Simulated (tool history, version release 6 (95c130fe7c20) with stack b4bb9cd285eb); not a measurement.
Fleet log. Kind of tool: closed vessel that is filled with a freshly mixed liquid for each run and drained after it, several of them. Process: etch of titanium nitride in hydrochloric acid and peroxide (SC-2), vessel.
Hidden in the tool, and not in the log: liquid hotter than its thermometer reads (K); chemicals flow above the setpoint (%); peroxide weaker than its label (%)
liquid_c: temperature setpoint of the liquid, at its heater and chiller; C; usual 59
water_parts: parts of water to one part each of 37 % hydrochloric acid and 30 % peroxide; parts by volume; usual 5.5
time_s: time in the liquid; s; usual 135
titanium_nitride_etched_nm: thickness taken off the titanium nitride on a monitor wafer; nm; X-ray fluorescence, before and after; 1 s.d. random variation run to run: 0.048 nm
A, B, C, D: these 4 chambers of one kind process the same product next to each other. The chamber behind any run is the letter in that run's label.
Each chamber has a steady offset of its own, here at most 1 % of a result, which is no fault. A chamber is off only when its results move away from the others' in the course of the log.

run   hour  liquid_c  water_parts  time_s  hours since the thermometer was replaced  hours since the chemicals flow meter was replaced  hours since the drum of peroxide was connected  read-back film thickness of the titanium nitride reference wafer, read on the same gauge (nm)  titanium_nitride_etched_nm
 1D    3.0        59          5.5     135                                     395.1                                             1047.0                                           639.3                                                                                         59.978                      6.2658
 2C    6.4        59          5.5     135                                    1344.8                                              148.8                                           715.0                                                                                         60.006                      6.1905
 3A    9.5        59          5.5     135                                    1906.0                                              359.7                                          1330.6                                                                                         60.029                      6.1728
 4B   13.1        59          5.5     135                                    1203.5                                              409.3                                           751.1                                                                                         60.007                      6.2285
 5B   16.4        59          5.5     100                                    1206.8                                              412.6                                           754.4                                                                                         60.006                      4.6235
 6A   21.3        59          5.5     100                                    1917.8                                              371.5                                          1342.4                                                                                         60.009                      4.6042
 7D   25.5        59          5.5     100                                     417.6                                             1069.5                                           661.8                                                                                         60.024                      4.6462
 8C   30.4        59          5.5     100                                    1368.8                                              172.8                                           739.0                                                                                         59.971                      4.5731
 9B   34.4        59          5.5     135                                    1224.8                                              430.6                                           772.4                                                                                         60.032                      6.2166
10C   37.8        59          5.5     135                                    1376.2                                              180.2                                           746.4                                                                                         60.012                      6.0961
11D   42.6        59          5.5     135                                     434.7                                             1086.6                                           678.9                                                                                         59.983                      6.2026
12A   47.2        59          5.5     135                                    1943.7                                              397.4                                          1368.3                                                                                         60.016                      6.2431
13D   50.7        59          8.5     160                                     442.8                                             1094.7                                           687.0                                                                                         60.020                      5.2454
14A   54.0        59          8.5     160                                    1950.5                                              404.2                                          1375.1                                                                                         60.044                      5.3247
15C   57.2        59          8.5     160                                    1395.6                                              199.6                                           765.8                                                                                         59.981                      5.2645
16B   59.9        59          8.5     160                                    1250.3                                              456.1                                           797.9                                                                                         59.973                      5.3557
17D   63.0        59          5.5     135                                     455.1                                             1107.0                                           699.3                                                                                         60.009                      6.2021
18C   67.4        59          5.5     135                                    1405.8                                              209.8                                           776.0                                                                                         59.987                      6.1166
19A   70.8        59          5.5     135                                    1967.3                                              421.0                                          1391.9                                                                                         59.991                      6.2205
20B   74.8        59          5.5     135                                    1265.2                                              471.0                                           812.8                                                                                         59.983                      6.2452
21B   78.9        59          5.5     200                                    1269.3                                              475.1                                           816.9                                                                                         60.018                      9.0825
22C   83.2        59          5.5     200                                    1421.6                                              225.6                                           791.8                                                                                         59.964                      9.1077
      83.5  -- chamber B: thermometer replaced
23A   85.4        59          5.5     200                                    1981.9                                              435.6                                          1406.5                                                                                         59.971                      9.2078
      89.7  -- chamber A: new drum of peroxide connected
24D   89.8        59          5.5     200                                     481.9                                             1133.8                                           726.1                                                                                         60.029                      9.3208
25B   92.1        59          5.5     135                                       8.6                                              488.3                                           830.1                                                                                         60.000                      6.1447
26D   97.0        52          5.5     135                                     489.1                                             1141.0                                           733.3                                                                                         60.007                      4.0084
     100.1  -- chamber C: new drum of peroxide connected
27C  101.6        52          5.5     135                                    1440.0                                              244.0                                             1.6                                                                                         60.012                      3.9645
28A  103.9        52          5.5     135                                    2000.4                                              454.1                                            14.3                                                                                         59.956                      3.9307
29C  108.8        52          5.5     135                                    1447.2                                              251.2                                             8.8                                                                                         60.008                      3.9383

Which is it: a chamber that has drifted or been left off by a service, a gauge drift common to all chambers, or only each chamber's usual small offset? If a chamber is off, name it and its likeliest cause.

No chamber is off and the gauge is stable; the differences are just each chamber's small, constant offset.

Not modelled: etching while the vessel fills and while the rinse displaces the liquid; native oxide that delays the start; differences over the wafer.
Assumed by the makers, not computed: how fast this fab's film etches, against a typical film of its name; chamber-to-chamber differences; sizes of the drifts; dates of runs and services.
